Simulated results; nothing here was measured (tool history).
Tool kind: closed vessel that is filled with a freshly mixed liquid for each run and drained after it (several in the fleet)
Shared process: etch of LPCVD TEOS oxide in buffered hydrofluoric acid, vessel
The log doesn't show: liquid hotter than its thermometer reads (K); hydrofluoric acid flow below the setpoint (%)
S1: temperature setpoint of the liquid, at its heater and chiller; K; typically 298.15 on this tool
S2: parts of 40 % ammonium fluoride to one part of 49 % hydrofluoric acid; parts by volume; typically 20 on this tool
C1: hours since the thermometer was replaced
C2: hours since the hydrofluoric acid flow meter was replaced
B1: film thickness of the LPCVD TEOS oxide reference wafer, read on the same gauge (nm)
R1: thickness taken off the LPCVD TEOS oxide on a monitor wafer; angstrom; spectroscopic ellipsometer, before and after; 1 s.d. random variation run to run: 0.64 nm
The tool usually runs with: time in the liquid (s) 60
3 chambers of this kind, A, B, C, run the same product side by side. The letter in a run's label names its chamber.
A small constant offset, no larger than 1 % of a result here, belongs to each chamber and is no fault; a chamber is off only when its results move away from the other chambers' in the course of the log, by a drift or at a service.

run 1B day=0.588 | S1=298.15 S2=20 time_in_the_liquid_(s)=60 | C1=199.8 C2=609.5 | B1=100 | R1=892.19
run 2C day=1.033 | S1=298.15 S2=20 time_in_the_liquid_(s)=60 | C1=1103.6 C2=606.2 | B1=100.03 | R1=912.24
run 3A day=1.558 | S1=298.15 S2=20 time_in_the_liquid_(s)=60 | C1=2247.7 C2=302 | B1=100 | R1=887.94
-- day=1.708 chamber B: hydrofluoric acid flow meter replaced
run 4B day=2.042 | S1=298.15 S2=20 time_in_the_liquid_(s)=60 | C1=234.7 C2=8 | B1=100.03 | R1=900.84
run 5A day=2.338 | S1=298.15 S2=20 time_in_the_liquid_(s)=60 | C1=2266.4 C2=320.7 | B1=100.01 | R1=890.49
run 6C day=2.712 | S1=298.15 S2=20 time_in_the_liquid_(s)=60 | C1=1143.9 C2=646.5 | B1=100.01 | R1=902.95
-- day=3.083 chamber C: hydrofluoric acid flow meter replaced
run 7B day=3.333 | S1=298.15 S2=20 time_in_the_liquid_(s)=60 | C1=265.7 C2=39 | B1=100 | R1=893.44
run 8A day=3.808 | S1=298.15 S2=20 time_in_the_liquid_(s)=60 | C1=2301.7 C2=356 | B1=100.01 | R1=907.32
run 9C day=4.279 | S1=298.15 S2=20 time_in_the_liquid_(s)=60 | C1=1181.5 C2=28.7 | B1=100.04 | R1=913.62
run 10B day=4.658 | S1=298.15 S2=15.5 time_in_the_liquid_(s)=45 | C1=297.5 C2=70.8 | B1=99.992 | R1=863.43
run 11C day=5.204 | S1=298.15 S2=15.5 time_in_the_liquid_(s)=45 | C1=1203.7 C2=50.9 | B1=99.997 | R1=878.84
run 12A day=5.508 | S1=298.15 S2=15.5 time_in_the_liquid_(s)=45 | C1=2342.5 C2=396.8 | B1=100.01 | R1=863.72
run 13C day=5.929 | S1=298.15 S2=24 time_in_the_liquid_(s)=30 | C1=1221.1 C2=68.3 | B1=99.972 | R1=392.6
run 14A day=6.333 | S1=298.15 S2=24 time_in_the_liquid_(s)=30 | C1=2362.3 C2=416.6 | B1=100.02 | R1=398.27
run 15B day=7.004 | S1=298.15 S2=24 time_in_the_liquid_(s)=30 | C1=353.8 C2=127.1 | B1=100.04 | R1=394.2
run 16B day=7.529 | S1=298.15 S2=23 time_in_the_liquid_(s)=85 | C1=366.4 C2=139.7 | B1=99.974 | R1=1139.2
run 17A day=8.133 | S1=298.15 S2=23 time_in_the_liquid_(s)=85 | C1=2405.5 C2=459.8 | B1=99.998 | R1=1157.3
run 18C day=8.492 | S1=298.15 S2=23 time_in_the_liquid_(s)=85 | C1=1282.6 C2=129.8 | B1=99.994 | R1=1158.3
run 19A day=8.875 | S1=298.15 S2=20 time_in_the_liquid_(s)=60 | C1=2423.3 C2=477.6 | B1=99.989 | R1=899.96
-- day=9.458 chamber C: thermometer replaced
run 20C day=9.508 | S1=298.15 S2=20 time_in_the_liquid_(s)=60 | C1=1.3 C2=154.2 | B1=100 | R1=898.63
run 21B day=9.929 | S1=302.15 S2=20 time_in_the_liquid_(s)=60 | C1=424 C2=197.3 | B1=99.989 | R1=1118.9
run 22A day=10.304 | S1=302.15 S2=20 time_in_the_liquid_(s)=60 | C1=2457.6 C2=511.9 | B1=100 | R1=1096.3
run 23C day=10.904 | S1=302.15 S2=20 time_in_the_liquid_(s)=60 | C1=34.8 C2=187.7 | B1=99.993 | R1=1117.5
run 24B day=11.462 | S1=298.15 S2=20 time_in_the_liquid_(s)=60 | C1=460.8 C2=234.1 | B1=100.04 | R1=908.81
run 25C day=11.846 | S1=298.15 S2=20 time_in_the_liquid_(s)=60 | C1=57.4 C2=210.3 | B1=100 | R1=901.56
run 26B day=12.308 | S1=298.15 S2=20 time_in_the_liquid_(s)=60 | C1=481.1 C2=254.4 | B1=100.01 | R1=900.97
run 27A day=12.929 | S1=294.15 S2=20 time_in_the_liquid_(s)=60 | C1=2520.6 C2=574.9 | B1=99.996 | R1=721.39
run 28C day=13.562 | S1=294.15 S2=20 time_in_the_liquid_(s)=60 | C1=98.6 C2=251.5 | B1=99.99 | R1=726.32
run 29A day=13.938 | S1=294.15 S2=20 time_in_the_liquid_(s)=60 | C1=2544.8 C2=599.1 | B1=99.959 | R1=723.83
run 30B day=14.429 | S1=298.15 S2=20 time_in_the_liquid_(s)=60 | C1=532 C2=305.3 | B1=99.982 | R1=902.23
-- day=14.683 chamber A: thermometer replaced
run 31C day=14.838 | S1=298.15 S2=20 time_in_the_liquid_(s)=60 | C1=129.2 C2=282.1 | B1=100 | R1=898.25
run 32A day=15.496 | S1=293.65 S2=20 time_in_the_liquid_(s)=60 | C1=19.6 C2=636.5 | B1=99.998 | R1=689.79
run 33B day=15.867 | S1=293.65 S2=20 time_in_the_liquid_(s)=60 | C1=566.5 C2=339.8 | B1=100.01 | R1=699.55
run 34B day=16.492 | S1=293.65 S2=20 time_in_the_liquid_(s)=60 | C1=581.5 C2=354.8 | B1=99.981 | R1=701.98
run 35A day=16.962 | S1=298.15 S2=20 time_in_the_liquid_(s)=60 | C1=54.8 C2=671.7 | B1=99.986 | R1=890.91
run 36C day=17.354 | S1=298.15 S2=20 time_in_the_liquid_(s)=60 | C1=189.6 C2=342.5 | B1=100.03 | R1=902.33
run 37A day=17.783 | S1=298.15 S2=20 time_in_the_liquid_(s)=60 | C1=74.5 C2=691.4 | B1=100.02 | R1=898.84
run 38C day=18.379 | S1=298.15 S2=20 time_in_the_liquid_(s)=60 | C1=214.2 C2=367.1 | B1=100.02 | R1=908.01
run 39B day=18.946 | S1=298.15 S2=20 time_in_the_liquid_(s)=60 | C1=640.4 C2=413.7 | B1=100.02 | R1=900.82
run 40C day=19.425 | S1=298.15 S2=20 time_in_the_liquid_(s)=60 | C1=239.3 C2=392.2 | B1=100.02 | R1=897.62
run 41A day=20.058 | S1=298.15 S2=20 time_in_the_liquid_(s)=60 | C1=129.1 C2=746 | B1=99.988 | R1=896.65
run 42B day=20.383 | S1=296.15 S2=26.5 time_in_the_liquid_(s)=60 | C1=674.9 C2=448.2 | B1=100.01 | R1=657.76

Each of the 3 chambers runs these same settings next. Fill in every chamber's results:
run 43A day=20.879 | S1=298.15 S2=20 time_in_the_liquid_(s)=60 | R1=?
run 43B day=20.879 | S1=298.15 S2=20 time_in_the_liquid_(s)=60 | R1=?
run 43C day=20.879 | S1=298.15 S2=20 time_in_the_liquid_(s)=60 | R1=?

run=43A R1=879.12
run=43B R1=909.46
run=43C R1=907.26

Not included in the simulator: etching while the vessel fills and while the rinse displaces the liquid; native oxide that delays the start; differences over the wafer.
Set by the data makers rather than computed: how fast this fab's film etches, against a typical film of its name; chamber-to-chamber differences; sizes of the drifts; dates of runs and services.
